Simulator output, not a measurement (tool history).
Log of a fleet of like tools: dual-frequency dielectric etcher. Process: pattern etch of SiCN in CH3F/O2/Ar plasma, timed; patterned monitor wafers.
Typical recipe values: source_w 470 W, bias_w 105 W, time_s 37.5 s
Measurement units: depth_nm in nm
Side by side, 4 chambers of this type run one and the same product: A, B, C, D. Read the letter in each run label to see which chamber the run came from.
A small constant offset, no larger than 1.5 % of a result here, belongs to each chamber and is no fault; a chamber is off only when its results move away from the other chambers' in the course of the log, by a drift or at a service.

run,hour,source_w,bias_w,time_s,hours since the last wet clean,hours since the last source power generator calibration,hours since the last bias power generator calibration,"read-back reference wafer on the same gauge, depth_nm",depth_nm
1D,10.4,470,105,37.5,238.1,461.3,618.1,15.597,17.143
2A,17.0,470,105,37.5,145.8,95.6,1727.9,15.605,17.149
3C,23.5,470,105,37.5,192.7,302.9,1379.3,15.604,16.985
4B,34.0,470,105,37.5,229.5,1578.5,472.9,15.609,17.023
5A,41.3,470,105,37.5,170.1,119.9,1752.2,15.617,17.144
6C,47.4,580,105,32.0,216.6,326.8,1403.2,15.613,15.626
7B,58.7,580,105,32.0,254.2,1603.2,497.6,15.622,15.730
8D,68.5,580,105,32.0,296.2,519.4,676.2,15.615,15.798
9B,78.3,580,105,32.0,273.8,1622.8,517.2,15.627,15.714
10D,88.9,580,118,37.5,316.6,539.8,696.6,15.627,19.433
11A,96.0,580,118,37.5,224.8,174.6,1806.9,15.623,19.349
12C,106.0,580,118,37.5,275.2,385.4,1461.8,15.636,19.196
13A,115.4,580,118,37.5,244.2,194.0,1826.3,15.637,19.416
14C,125.8,410,105,37.5,295.0,405.2,1481.6,15.633,16.165
15D,132.6,410,105,37.5,360.3,583.5,740.3,15.644,16.311
16B,143.9,410,105,37.5,339.4,1688.4,582.8,15.649,16.269
17C,152.2,410,105,37.5,321.4,431.6,1508.0,15.645,16.162
18A,159.0,390,105,46.0,287.8,237.6,1869.9,15.646,19.719
19D,168.0,390,105,46.0,395.7,618.9,775.7,15.657,19.681
# hour 175.0: chamber C: wet clean of the chamber
# hour 175.3: chamber B: wet clean of the chamber
20B,179.2,390,105,46.0,3.9,1723.7,618.1,15.659,19.627
21A,189.8,390,105,46.0,318.6,268.4,1900.7,15.652,19.777
22B,198.3,470,105,37.5,23.0,1742.8,637.2,15.655,17.082
23D,206.5,470,105,37.5,434.2,657.4,814.2,15.661,17.222
24C,214.6,470,105,37.5,39.7,494.0,1570.4,15.661,17.077
25C,222.5,470,105,37.5,47.6,501.9,1578.3,15.662,17.038
26A,233.5,470,105,37.5,362.3,312.1,1944.4,15.669,17.237
27B,242.3,470,105,37.5,67.0,1786.8,681.2,15.667,17.120
28D,253.8,470,105,37.5,481.5,704.7,861.5,15.675,17.238
29C,263.2,360,113,37.5,88.3,542.6,1619.0,15.674,15.904
30B,269.5,360,113,37.5,94.2,1814.0,708.4,15.687,15.996
31A,278.4,360,113,37.5,407.2,357.0,1989.3,15.685,16.204
32D,286.0,360,113,37.5,513.7,736.9,893.7,15.688,16.005
33B,295.6,470,105,37.5,120.3,1840.1,734.5,15.685,17.166
34A,303.3,470,105,37.5,432.1,381.9,2014.2,15.694,17.275
35D,314.4,470,105,37.5,542.1,765.3,922.1,15.697,17.246
36C,320.7,470,105,37.5,145.8,600.1,1676.5,15.697,17.057
37A,327.4,470,92,37.5,456.2,406.0,2038.3,15.698,16.439

The same settings go to every chamber for the next run, one line per chamber below. Forecast the results for each:
38A,335.7,470,105,37.5,,,,,?
38B,335.7,470,105,37.5,,,,,?
38C,335.7,470,105,37.5,,,,,?
38D,335.7,470,105,37.5,,,,,?

run,depth_nm
38A,17.295
38B,17.153
38C,17.079
38D,17.246
